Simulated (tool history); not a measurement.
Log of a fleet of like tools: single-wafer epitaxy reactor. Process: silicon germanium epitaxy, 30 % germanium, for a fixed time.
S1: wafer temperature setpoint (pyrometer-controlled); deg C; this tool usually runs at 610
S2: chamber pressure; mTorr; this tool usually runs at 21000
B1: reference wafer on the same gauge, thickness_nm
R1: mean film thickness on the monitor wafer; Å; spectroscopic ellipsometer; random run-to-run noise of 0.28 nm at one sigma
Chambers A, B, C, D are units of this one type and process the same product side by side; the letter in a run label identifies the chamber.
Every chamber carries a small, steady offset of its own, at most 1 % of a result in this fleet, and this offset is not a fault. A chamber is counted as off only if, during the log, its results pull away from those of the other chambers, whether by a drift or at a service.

run 1B day=0.129 | S1=610 S2=21000 | B1=67.406 | R1=714.16
run 2A day=0.271 | S1=610 S2=21000 | B1=67.372 | R1=726.77
run 3C day=0.483 | S1=610 S2=21000 | B1=67.387 | R1=731.44
run 4D day=0.746 | S1=610 S2=21000 | B1=67.366 | R1=721.72
run 5D day=0.942 | S1=610 S2=21000 | B1=67.441 | R1=721.56
run 6B day=1.100 | S1=610 S2=21000 | B1=67.460 | R1=721.95
run 7C day=1.342 | S1=624 S2=21000 | B1=67.414 | R1=930.49
run 8A day=1.488 | S1=624 S2=21000 | B1=67.405 | R1=917.19
run 9D day=1.683 | S1=624 S2=21000 | B1=67.435 | R1=918.97
run 10A day=1.817 | S1=624 S2=21000 | B1=67.500 | R1=923.28
run 11C day=2.075 | S1=610 S2=21000 | B1=67.348 | R1=720.11
run 12B day=2.208 | S1=610 S2=21000 | B1=67.443 | R1=725.24
run 13C day=2.371 | S1=598 S2=17200 | B1=67.440 | R1=538.33
run 14A day=2.521 | S1=598 S2=17200 | B1=67.438 | R1=540.63
run 15D day=2.683 | S1=598 S2=17200 | B1=67.358 | R1=536.76
run 16B day=2.871 | S1=598 S2=17200 | B1=67.417 | R1=539.53
-- day=2.942 chamber D: pyrometer calibrated
run 17B day=3.121 | S1=610 S2=21000 | B1=67.362 | R1=729.35
run 18D day=3.379 | S1=610 S2=18200 | B1=67.428 | R1=678.48
run 19A day=3.517 | S1=610 S2=18200 | B1=67.431 | R1=681.79
run 20C day=3.708 | S1=610 S2=18200 | B1=67.467 | R1=685.84
run 21A day=3.871 | S1=610 S2=18200 | B1=67.360 | R1=685.68
run 22B day=4.021 | S1=610 S2=21000 | B1=67.430 | R1=728.52
run 23D day=4.204 | S1=610 S2=21000 | B1=67.367 | R1=715.82
run 24C day=4.367 | S1=610 S2=21000 | B1=67.368 | R1=723.44
run 25A day=4.500 | S1=601 S2=21000 | B1=67.381 | R1=618.97
run 26B day=4.758 | S1=601 S2=21000 | B1=67.380 | R1=620.20
run 27C day=4.958 | S1=601 S2=21000 | B1=67.419 | R1=615.60
run 28D day=5.150 | S1=601 S2=21000 | B1=67.441 | R1=612.28
run 29D day=5.271 | S1=610 S2=21000 | B1=67.315 | R1=717.08
run 30A day=5.462 | S1=610 S2=25800 | B1=67.350 | R1=784.42
run 31C day=5.654 | S1=610 S2=25800 | B1=67.360 | R1=785.29
run 32B day=5.846 | S1=610 S2=25800 | B1=67.441 | R1=795.69
run 33A day=5.967 | S1=610 S2=25800 | B1=67.401 | R1=790.28
run 34D day=6.088 | S1=610 S2=21000 | B1=67.374 | R1=719.02
run 35C day=6.275 | S1=624 S2=21000 | B1=67.439 | R1=934.21
run 36B day=6.438 | S1=624 S2=21000 | B1=67.357 | R1=937.88

Which is it: a chamber that has drifted or been left off by a service, a gauge drift common to all chambers, or only each chamber's usual small offset? If a chamber is off, name it and its likeliest cause.

Chamber B drifts away from the others.
Cause: wafer temperature above the value expected at the setpoint (K) = 1.51.
The log might look much the same if the cause were instead: true pressure above the setpoint (%).

Below are 4 candidate recipes for chamber B's next run, each the usual settings with a change, their results shown as question marks. Which of them brings B's results back in line with what the other chambers give on the usual settings?
In-line tolerance around the mean of the other chambers on the usual settings: R1 9.90 Å
run 37B-1 day=6.638 | S1=610 S2=23300 | R1=?
run 37B-2 day=6.638 | S1=609 S2=21000 | R1=?
run 37B-3 day=6.638 | S1=611 S2=21000 | R1=?
run 37B-4 day=6.638 | S1=608 S2=20700 | R1=?

Mean of the other chambers on the usual settings: R1 723.94 Å
run=37B-1 R1=769.86
run=37B-2 R1=726.14
run=37B-3 R1=752.05
run=37B-4 R1=709.46
With 37B-2, the chamber falls back in line with the rest.

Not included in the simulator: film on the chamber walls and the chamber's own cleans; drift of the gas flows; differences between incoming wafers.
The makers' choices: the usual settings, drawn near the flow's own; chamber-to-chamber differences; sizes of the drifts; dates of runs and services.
